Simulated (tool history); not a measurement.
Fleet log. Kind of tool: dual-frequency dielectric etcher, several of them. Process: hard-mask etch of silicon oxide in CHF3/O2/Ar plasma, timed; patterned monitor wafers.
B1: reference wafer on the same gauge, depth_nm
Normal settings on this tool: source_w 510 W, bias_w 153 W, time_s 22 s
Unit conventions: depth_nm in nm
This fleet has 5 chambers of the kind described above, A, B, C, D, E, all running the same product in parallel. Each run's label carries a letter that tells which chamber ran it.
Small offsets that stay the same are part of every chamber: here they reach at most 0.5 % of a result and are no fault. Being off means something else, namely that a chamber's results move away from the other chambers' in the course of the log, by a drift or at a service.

run 1B hour=8.5 | source_w=510 bias_w=153 time_s=22 | B1=42.906 | depth_nm=39.19
run 2D hour=16.5 | source_w=510 bias_w=153 time_s=22 | B1=42.976 | depth_nm=38.279
-- hour=17.2 chamber E: wet clean of the chamber
run 3A hour=24 | source_w=510 bias_w=153 time_s=22 | B1=42.863 | depth_nm=38.843
-- hour=33.1 chamber C: wet clean of the chamber
run 4C hour=33.9 | source_w=510 bias_w=153 time_s=22 | B1=42.883 | depth_nm=38.74
run 5E hour=38.9 | source_w=510 bias_w=153 time_s=22 | B1=42.799 | depth_nm=38.558
run 6B hour=47.8 | source_w=510 bias_w=153 time_s=22 | B1=42.885 | depth_nm=38.889
run 7E hour=54.3 | source_w=510 bias_w=153 time_s=22 | B1=42.908 | depth_nm=38.603
run 8D hour=62.6 | source_w=510 bias_w=153 time_s=22 | B1=42.899 | depth_nm=38.961
run 9C hour=69.9 | source_w=510 bias_w=153 time_s=22 | B1=42.969 | depth_nm=38.809
run 10A hour=78.4 | source_w=510 bias_w=153 time_s=22 | B1=42.915 | depth_nm=38.77
run 11A hour=84.1 | source_w=510 bias_w=153 time_s=22 | B1=42.919 | depth_nm=39.162
run 12B hour=89.4 | source_w=510 bias_w=153 time_s=22 | B1=42.892 | depth_nm=38.379
run 13C hour=94 | source_w=510 bias_w=153 time_s=22 | B1=42.863 | depth_nm=38.968
run 14E hour=103.5 | source_w=510 bias_w=153 time_s=22 | B1=42.888 | depth_nm=38.569
-- hour=113 chamber D: wet clean of the chamber
run 15D hour=113.4 | source_w=510 bias_w=153 time_s=22 | B1=42.938 | depth_nm=38.988
run 16E hour=123 | source_w=420 bias_w=153 time_s=22 | B1=42.834 | depth_nm=36.307
run 17D hour=130.8 | source_w=420 bias_w=153 time_s=22 | B1=42.953 | depth_nm=35.633
run 18B hour=135.5 | source_w=420 bias_w=153 time_s=22 | B1=42.934 | depth_nm=35.827
run 19A hour=143.7 | source_w=420 bias_w=153 time_s=22 | B1=42.972 | depth_nm=35.873
run 20C hour=148.1 | source_w=420 bias_w=153 time_s=22 | B1=42.975 | depth_nm=35.893
run 21A hour=157.4 | source_w=510 bias_w=153 time_s=22 | B1=42.836 | depth_nm=38.511
run 22C hour=166.7 | source_w=460 bias_w=153 time_s=22 | B1=42.939 | depth_nm=37.116
run 23B hour=175.7 | source_w=460 bias_w=153 time_s=22 | B1=42.924 | depth_nm=37.128
run 24D hour=184.1 | source_w=460 bias_w=153 time_s=22 | B1=42.888 | depth_nm=37.474
run 25E hour=192.8 | source_w=460 bias_w=153 time_s=22 | B1=42.835 | depth_nm=36.903
run 26E hour=197.6 | source_w=460 bias_w=153 time_s=22 | B1=42.92 | depth_nm=37.505
run 27C hour=204.9 | source_w=510 bias_w=153 time_s=22 | B1=42.909 | depth_nm=38.668
run 28B hour=209.4 | source_w=510 bias_w=153 time_s=22 | B1=42.847 | depth_nm=38.469
run 29A hour=219 | source_w=510 bias_w=153 time_s=22 | B1=42.827 | depth_nm=38.787
run 30D hour=224.9 | source_w=510 bias_w=153 time_s=22 | B1=42.894 | depth_nm=38.131

What goes on in this fleet: one chamber off, a drifting gauge, or nothing beyond the chambers' own small offsets? Name the chamber and the cause, if any.

No chamber is off and the gauge is stable; the differences are just each chamber's small, constant offset.
